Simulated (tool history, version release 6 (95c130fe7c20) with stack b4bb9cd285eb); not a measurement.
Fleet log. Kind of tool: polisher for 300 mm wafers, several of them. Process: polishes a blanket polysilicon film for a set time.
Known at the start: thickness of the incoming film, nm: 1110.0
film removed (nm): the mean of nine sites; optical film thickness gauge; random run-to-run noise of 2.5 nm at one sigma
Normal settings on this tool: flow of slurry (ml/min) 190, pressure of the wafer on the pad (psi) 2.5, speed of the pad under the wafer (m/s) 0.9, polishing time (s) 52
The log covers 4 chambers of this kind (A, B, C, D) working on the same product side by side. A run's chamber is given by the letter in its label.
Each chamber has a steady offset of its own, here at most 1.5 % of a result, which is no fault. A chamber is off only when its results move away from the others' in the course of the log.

| run | hour | flow of slurry (ml/min) | pressure of the wafer on the pad (psi) | speed of the pad under the wafer (m/s) | polishing time (s) | wafers polished on this pad | hours since the slurry nozzle was cleaned | hours since the head pressure was calibrated | film removed (nm) |
|---|---|---|---|---|---|---|---|---|---|
|  | 4 | chamber A: worn pad replaced by a new one |
|  | 5.7 | chamber D: worn pad replaced by a new one |
| 1A | 7.4 | 190 | 2.5 | 0.9 | 52 | 34 | 367.8 | 403.2 | 385.57 |
|  | 17.1 | chamber D: slurry nozzle cleaned |
| 2B | 17.3 | 190 | 2.5 | 0.9 | 52 | 257 | 184.9 | 201.6 | 386.86 |
| 3D | 26.1 | 190 | 2.5 | 0.9 | 52 | 209 | 9 | 599.8 | 384.68 |
| 4C | 35.9 | 190 | 2.5 | 0.9 | 52 | 862 | 151.9 | 337 | 392.25 |
|  | 41.9 | chamber B: worn pad replaced by a new one |
| 5D | 45 | 190 | 2.5 | 0.9 | 52 | 403 | 27.9 | 618.7 | 389.92 |
| 6C | 50.4 | 190 | 2.5 | 0.9 | 52 | 1010 | 166.4 | 351.5 | 393.43 |
| 7B | 58.1 | 190 | 2.5 | 0.9 | 52 | 167 | 225.7 | 242.4 | 390.07 |
|  | 64 | chamber D: worn pad replaced by a new one |
| 8A | 66.2 | 190 | 2.5 | 0.9 | 52 | 638 | 426.6 | 462 | 388.88 |
|  | 72.6 | chamber A: worn pad replaced by a new one |
| 9D | 74.8 | 190 | 2.5 | 0.9 | 52 | 111 | 57.7 | 648.5 | 389.25 |
| 10A | 83.1 | 190 | 2.5 | 0.9 | 52 | 107 | 443.5 | 478.9 | 388.81 |
|  | 86.3 | chamber B: worn pad replaced by a new one |
| 11C | 88.1 | 190 | 2.5 | 0.9 | 52 | 1397 | 204.1 | 389.2 | 399.33 |
|  | 89.1 | chamber C: worn pad replaced by a new one |
| 12B | 99.4 | 190 | 2.5 | 0.9 | 52 | 134 | 267 | 283.7 | 387.3 |
| 13C | 108 | 190 | 2.5 | 0.9 | 52 | 194 | 224 | 409.1 | 388.08 |
|  | 116 | chamber D: worn pad replaced by a new one |
| 14B | 116.2 | 190 | 2.5 | 0.9 | 52 | 306 | 283.8 | 300.5 | 386.98 |
| 15A | 123.4 | 190 | 2.5 | 0.9 | 52 | 521 | 483.8 | 519.2 | 387.23 |
|  | 131.3 | chamber B: slurry nozzle cleaned |
|  | 132.2 | chamber B: worn pad replaced by a new one |
| 16D | 132.8 | 190 | 2.5 | 0.9 | 52 | 173 | 115.7 | 706.5 | 392.86 |
|  | 137.2 | chamber A: worn pad replaced by a new one |
| 17D | 142.7 | 190 | 2.5 | 0.9 | 52 | 274 | 125.6 | 716.4 | 392.33 |
| 18B | 150 | 190 | 2.5 | 0.9 | 52 | 183 | 18.8 | 334.3 | 388.65 |
| 19A | 155.2 | 190 | 2.5 | 0.9 | 52 | 184 | 515.6 | 551 | 386.49 |
|  | 160.9 | chamber D: worn pad replaced by a new one |
|  | 161.6 | chamber A: slurry nozzle cleaned |
| 20C | 162.3 | 190 | 2.5 | 0.9 | 52 | 751 | 278.3 | 463.4 | 391.41 |
| 21B | 172.9 | 190 | 2.5 | 0.9 | 52 | 417 | 41.7 | 357.2 | 389.06 |
|  | 182 | chamber B: worn pad replaced by a new one |
| 22C | 184 | 190 | 2.5 | 0.9 | 52 | 973 | 300 | 485.1 | 396.57 |
|  | 194.7 | chamber A: worn pad replaced by a new one |
| 23A | 194.9 | 190 | 2.5 | 0.9 | 52 | 2 | 33.3 | 590.7 | 383.07 |
|  | 199.2 | chamber C: worn pad replaced by a new one |
| 24D | 205.7 | 190 | 2.5 | 0.9 | 52 | 459 | 188.6 | 779.4 | 385.79 |
|  | 213.3 | chamber D: worn pad replaced by a new one |
| 25C | 213.4 | 190 | 2.5 | 0.9 | 52 | 146 | 329.4 | 514.5 | 392.8 |
| 26B | 218.9 | 190 | 2.5 | 0.9 | 52 | 379 | 87.7 | 403.2 | 388.22 |
| 27D | 228.3 | 190 | 2.5 | 0.9 | 52 | 153 | 211.2 | 802 | 391.24 |
|  | 232.7 | chamber B: worn pad replaced by a new one |
| 28A | 237.8 | 190 | 2.5 | 0.9 | 52 | 442 | 76.2 | 633.6 | 384.51 |
| 29A | 243.7 | 190 | 2.5 | 0.9 | 52 | 502 | 82.1 | 639.5 | 380.58 |
| 30B | 252.2 | 190 | 2.5 | 0.9 | 62 | 200 | 121 | 436.5 | 461.57 |
| 31C | 258.2 | 190 | 2.5 | 0.9 | 62 | 605 | 374.2 | 559.3 | 465.62 |

Does one chamber stand apart from the rest, does the shared gauge drift, or is all well apart from small per-chamber offsets? Give the chamber and the most likely cause, where there is one.

No chamber is off and the gauge is stable; the differences are just each chamber's small, constant offset.
